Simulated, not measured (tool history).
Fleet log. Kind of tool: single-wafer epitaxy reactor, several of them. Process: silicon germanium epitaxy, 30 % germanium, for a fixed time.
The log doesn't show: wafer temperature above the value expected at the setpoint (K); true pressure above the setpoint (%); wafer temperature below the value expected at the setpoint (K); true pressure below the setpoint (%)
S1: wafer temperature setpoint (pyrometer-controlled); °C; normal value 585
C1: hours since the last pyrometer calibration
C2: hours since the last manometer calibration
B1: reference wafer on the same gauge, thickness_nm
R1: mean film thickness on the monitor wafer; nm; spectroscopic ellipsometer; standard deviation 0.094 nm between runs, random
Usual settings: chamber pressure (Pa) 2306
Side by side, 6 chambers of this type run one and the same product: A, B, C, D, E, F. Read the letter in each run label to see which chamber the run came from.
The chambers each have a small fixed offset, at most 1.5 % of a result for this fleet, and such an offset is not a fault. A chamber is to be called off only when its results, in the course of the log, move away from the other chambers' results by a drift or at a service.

Run 1F, day 0.333: usual settings; C1 836.9; C2 485.4; B1 34.907. Result: R1 42.028 nm.
Run 2A, day 0.983: usual settings; C1 86.7; C2 415.8; B1 34.899. Result: R1 42.387 nm.
Run 3C, day 1.425: usual settings; C1 788.7; C2 186.4; B1 34.899. Result: R1 42.062 nm.
Run 4E, day 1.867: usual settings; C1 2129.2; C2 725.8; B1 34.904. Result: R1 42.506 nm.
Run 5B, day 2.321: usual settings; C1 1073.1; C2 933.9; B1 34.906. Result: R1 41.840 nm.
Run 6D, day 2.971: usual settings but S1 595 °C, chamber pressure (Pa) 2653; C1 1500.7; C2 534.8; B1 34.917. Result: R1 54.394 nm.
Run 7B, day 3.379: usual settings but S1 595 °C, chamber pressure (Pa) 2653; C1 1098.5; C2 959.3; B1 34.892. Result: R1 53.475 nm.
Run 8C, day 3.742: usual settings but S1 595 °C, chamber pressure (Pa) 2653; C1 844.3; C2 242.0; B1 34.893. Result: R1 53.878 nm.
Run 9D, day 4.079: usual settings but S1 595 °C, chamber pressure (Pa) 2653; C1 1527.3; C2 561.4; B1 34.912. Result: R1 54.398 nm.
Run 10E, day 4.667: usual settings but S1 595 °C, chamber pressure (Pa) 2653; C1 2196.4; C2 793.0; B1 34.897. Result: R1 53.937 nm.
Run 11F, day 5.033: usual settings but S1 595 °C, chamber pressure (Pa) 2653; C1 949.7; C2 598.2; B1 34.899. Result: R1 53.257 nm.
Run 12A, day 5.612: usual settings; C1 197.8; C2 526.9; B1 34.897. Result: R1 42.537 nm.
Run 13E, day 6.212: usual settings; C1 2233.5; C2 830.1; B1 34.916. Result: R1 42.671 nm.
Run 14C, day 6.712: usual settings; C1 915.6; C2 313.3; B1 34.903. Result: R1 42.253 nm.
Run 15F, day 7.346: usual settings; C1 1005.2; C2 653.7; B1 34.880. Result: R1 42.046 nm.
Run 16D, day 7.717: usual settings but S1 591 °C, chamber pressure (Pa) 1827; C1 1614.6; C2 648.7; B1 34.904. Result: R1 43.499 nm.
Run 17B, day 8.117: usual settings but S1 591 °C, chamber pressure (Pa) 1827; C1 1212.2; C2 1073.0; B1 34.911. Result: R1 42.667 nm.
Run 18A, day 8.446: usual settings but S1 591 °C, chamber pressure (Pa) 1827; C1 265.8; C2 594.9; B1 34.905. Result: R1 43.205 nm.
Run 19B, day 8.796: usual settings but S1 591 °C, chamber pressure (Pa) 1827; C1 1228.5; C2 1089.3; B1 34.912. Result: R1 42.461 nm.
Run 20A, day 9.362: usual settings but S1 591 °C, chamber pressure (Pa) 1827; C1 287.8; C2 616.9; B1 34.905. Result: R1 43.102 nm.
Run 21D, day 9.962: usual settings but S1 591 °C, chamber pressure (Pa) 1827; C1 1668.5; C2 702.6; B1 34.882. Result: R1 43.532 nm.
Run 22E, day 10.342: usual settings; C1 2332.6; C2 929.2; B1 34.891. Result: R1 42.358 nm.
Run 23F, day 10.658: usual settings; C1 1084.7; C2 733.2; B1 34.905. Result: R1 41.910 nm.
Run 24C, day 11.333: usual settings; C1 1026.5; C2 424.2; B1 34.894. Result: R1 42.117 nm.
Run 25F, day 11.829: usual settings; C1 1112.8; C2 761.3; B1 34.913. Result: R1 41.852 nm.
Run 26C, day 12.375: usual settings; C1 1051.5; C2 449.2; B1 34.875. Result: R1 42.179 nm.
At day 12.533: chamber E: pyrometer calibrated.
Run 27D, day 12.908: usual settings; C1 1739.2; C2 773.3; B1 34.902. Result: R1 42.512 nm.
Run 28B, day 13.412: usual settings but S1 580 °C, chamber pressure (Pa) 1986; C1 1339.3; C2 1200.1; B1 34.914. Result: R1 35.414 nm.
Run 29A, day 13.950: usual settings but S1 580 °C, chamber pressure (Pa) 1986; C1 397.9; C2 727.0; B1 34.896. Result: R1 36.219 nm.
Run 30E, day 14.321: usual settings but S1 580 °C, chamber pressure (Pa) 1986; C1 42.9; C2 1024.7; B1 34.888. Result: R1 36.398 nm.
Run 31B, day 14.850: usual settings but S1 580 °C, chamber pressure (Pa) 1986; C1 1373.8; C2 1234.6; B1 34.888. Result: R1 35.403 nm.
Run 32C, day 15.417: usual settings but S1 580 °C, chamber pressure (Pa) 1986; C1 1124.5; C2 522.2; B1 34.901. Result: R1 36.011 nm.
Run 33A, day 15.825: usual settings but S1 580 °C, chamber pressure (Pa) 1986; C1 442.9; C2 772.0; B1 34.898. Result: R1 36.397 nm.
Run 34D, day 16.167: usual settings; C1 1817.4; C2 851.5; B1 34.904. Result: R1 42.587 nm.
Run 35F, day 16.608: usual settings; C1 1227.5; C2 876.0; B1 34.906. Result: R1 41.891 nm.
Run 36E, day 16.904: usual settings; C1 104.9; C2 1086.7; B1 34.920. Result: R1 42.564 nm.

For the next run the whole fleet of 6 chambers uses the same settings. Give each chamber's results:
Run 37A, day 17.396: usual settings. Result: R1 ?.
Run 37B, day 17.396: usual settings. Result: R1 ?.
Run 37C, day 17.396: usual settings. Result: R1 ?.
Run 37D, day 17.396: usual settings. Result: R1 ?.
Run 37E, day 17.396: usual settings. Result: R1 ?.
Run 37F, day 17.396: usual settings. Result: R1 ?.

run      R1
37A  42.396
37B  41.178
37C  42.202
37D  42.461
37E  42.472
37F  41.775
